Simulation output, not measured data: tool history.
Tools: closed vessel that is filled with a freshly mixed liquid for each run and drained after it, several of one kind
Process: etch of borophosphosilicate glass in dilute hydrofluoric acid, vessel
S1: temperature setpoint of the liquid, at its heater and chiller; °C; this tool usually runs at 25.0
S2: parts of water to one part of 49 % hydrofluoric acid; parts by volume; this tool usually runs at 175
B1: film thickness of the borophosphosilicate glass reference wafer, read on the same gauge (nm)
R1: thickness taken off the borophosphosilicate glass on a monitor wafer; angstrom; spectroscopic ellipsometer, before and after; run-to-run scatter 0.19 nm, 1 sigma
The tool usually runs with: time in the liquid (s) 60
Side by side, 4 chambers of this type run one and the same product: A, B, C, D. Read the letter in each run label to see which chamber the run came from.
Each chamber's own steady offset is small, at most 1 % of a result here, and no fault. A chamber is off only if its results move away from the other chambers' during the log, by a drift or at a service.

{"run": "1B", "hour": 14.0, "S1": 25.0, "S2": 175, "time in the liquid (s)": 60, "B1": 119.99, "R1": 219.47}
{"run": "2A", "hour": 24.9, "S1": 25.0, "S2": 175, "time in the liquid (s)": 60, "B1": 119.99, "R1": 216.68}
{"run": "3D", "hour": 35.6, "S1": 25.0, "S2": 175, "time in the liquid (s)": 60, "B1": 120.0, "R1": 220.05}
{"run": "4C", "hour": 46.7, "S1": 25.0, "S2": 175, "time in the liquid (s)": 60, "B1": 120.03, "R1": 222.14}
{"run": "5D", "hour": 54.3, "S1": 25.0, "S2": 175, "time in the liquid (s)": 60, "B1": 120.04, "R1": 218.53}
{"run": "6A", "hour": 61.8, "S1": 25.0, "S2": 175, "time in the liquid (s)": 60, "B1": 120.03, "R1": 217.45}
{"hour": 66.2, "done": "chamber A: hydrofluoric acid flow meter replaced"}
{"run": "7B", "hour": 72.9, "S1": 25.0, "S2": 175, "time in the liquid (s)": 45, "B1": 119.98, "R1": 162.76}
{"run": "8C", "hour": 85.6, "S1": 25.0, "S2": 175, "time in the liquid (s)": 45, "B1": 119.99, "R1": 164.22}
{"hour": 92.9, "done": "chamber B: thermometer replaced"}
{"run": "9D", "hour": 96.5, "S1": 25.0, "S2": 175, "time in the liquid (s)": 45, "B1": 119.97, "R1": 164.14}
{"run": "10C", "hour": 107.8, "S1": 25.0, "S2": 175, "time in the liquid (s)": 45, "B1": 119.98, "R1": 164.48}
{"run": "11A", "hour": 119.5, "S1": 25.0, "S2": 175, "time in the liquid (s)": 60, "B1": 120.02, "R1": 215.74}
{"run": "12B", "hour": 131.8, "S1": 25.0, "S2": 175, "time in the liquid (s)": 60, "B1": 119.99, "R1": 218.6}
{"run": "13A", "hour": 141.5, "S1": 25.0, "S2": 175, "time in the liquid (s)": 60, "B1": 119.97, "R1": 217.0}
{"run": "14B", "hour": 151.0, "S1": 25.0, "S2": 175, "time in the liquid (s)": 60, "B1": 119.93, "R1": 220.15}
{"run": "15D", "hour": 166.4, "S1": 25.0, "S2": 175, "time in the liquid (s)": 60, "B1": 119.99, "R1": 223.64}
{"run": "16C", "hour": 178.9, "S1": 25.0, "S2": 175, "time in the liquid (s)": 60, "B1": 120.01, "R1": 222.55}
{"run": "17C", "hour": 194.2, "S1": 26.5, "S2": 175, "time in the liquid (s)": 60, "B1": 120.03, "R1": 233.36}
{"run": "18D", "hour": 202.0, "S1": 26.5, "S2": 175, "time in the liquid (s)": 60, "B1": 119.96, "R1": 240.09}
{"run": "19B", "hour": 211.8, "S1": 26.5, "S2": 175, "time in the liquid (s)": 60, "B1": 120.03, "R1": 230.71}
{"hour": 215.8, "done": "chamber D: hydrofluoric acid flow meter replaced"}
{"run": "20A", "hour": 219.5, "S1": 26.5, "S2": 175, "time in the liquid (s)": 60, "B1": 119.99, "R1": 230.6}
{"run": "21C", "hour": 229.2, "S1": 25.0, "S2": 175, "time in the liquid (s)": 60, "B1": 120.02, "R1": 221.62}
{"run": "22D", "hour": 240.4, "S1": 25.0, "S2": 175, "time in the liquid (s)": 60, "B1": 119.99, "R1": 231.23}
{"run": "23B", "hour": 249.8, "S1": 25.0, "S2": 175, "time in the liquid (s)": 60, "B1": 120.04, "R1": 218.42}
{"run": "24A", "hour": 259.3, "S1": 25.0, "S2": 175, "time in the liquid (s)": 60, "B1": 120.0, "R1": 219.68}
{"hour": 266.3, "done": "chamber C: hydrofluoric acid flow meter replaced"}
{"run": "25D", "hour": 269.3, "S1": 25.0, "S2": 175, "time in the liquid (s)": 60, "B1": 119.97, "R1": 234.65}
{"run": "26B", "hour": 281.3, "S1": 25.0, "S2": 175, "time in the liquid (s)": 60, "B1": 119.98, "R1": 217.49}
{"run": "27A", "hour": 289.5, "S1": 25.0, "S2": 175, "time in the liquid (s)": 60, "B1": 120.01, "R1": 217.66}
{"run": "28C", "hour": 304.3, "S1": 29.0, "S2": 175, "time in the liquid (s)": 60, "B1": 119.98, "R1": 256.64}
{"run": "29B", "hour": 316.2, "S1": 29.0, "S2": 175, "time in the liquid (s)": 60, "B1": 119.96, "R1": 251.47}
{"run": "30C", "hour": 330.5, "S1": 29.0, "S2": 175, "time in the liquid (s)": 60, "B1": 120.03, "R1": 254.66}
{"run": "31A", "hour": 340.0, "S1": 29.0, "S2": 175, "time in the liquid (s)": 60, "B1": 120.0, "R1": 249.08}

Has any chamber moved away from the others, gradually or after a service, or does the common gauge drift, or do the chambers differ only by their own small steady offsets? State the chamber and the most likely cause if one applies.

Chamber D drifts away from the others.
Most likely cause: liquid hotter than its thermometer reads (K) = 2.04.

Here are 4 candidates for chamber D's next run, each the usual settings with a change, their results left as question marks. Which one brings its results back in line with what the others give on the usual settings?
In line means no further than this from the other chambers' mean on the usual settings: R1 6.60 angstrom
{"run": "32D-1", "hour": 351.2, "S1": 28.5, "S2": 175, "time in the liquid (s)": 60, "R1": "?"}
{"run": "32D-2", "hour": 351.2, "S1": 23.0, "S2": 175, "time in the liquid (s)": 60, "R1": "?"}
{"run": "32D-3", "hour": 351.2, "S1": 27.0, "S2": 175, "time in the liquid (s)": 60, "R1": "?"}
{"run": "32D-4", "hour": 351.2, "S1": 25.0, "S2": 180, "time in the liquid (s)": 55, "R1": "?"}

The other chambers' mean on the usual settings: R1 219.39 angstrom
run=32D-1 R1=268.94
run=32D-2 R1=221.23
run=32D-3 R1=255.33
run=32D-4 R1=210.62
32D-2 brings the chamber back in line.
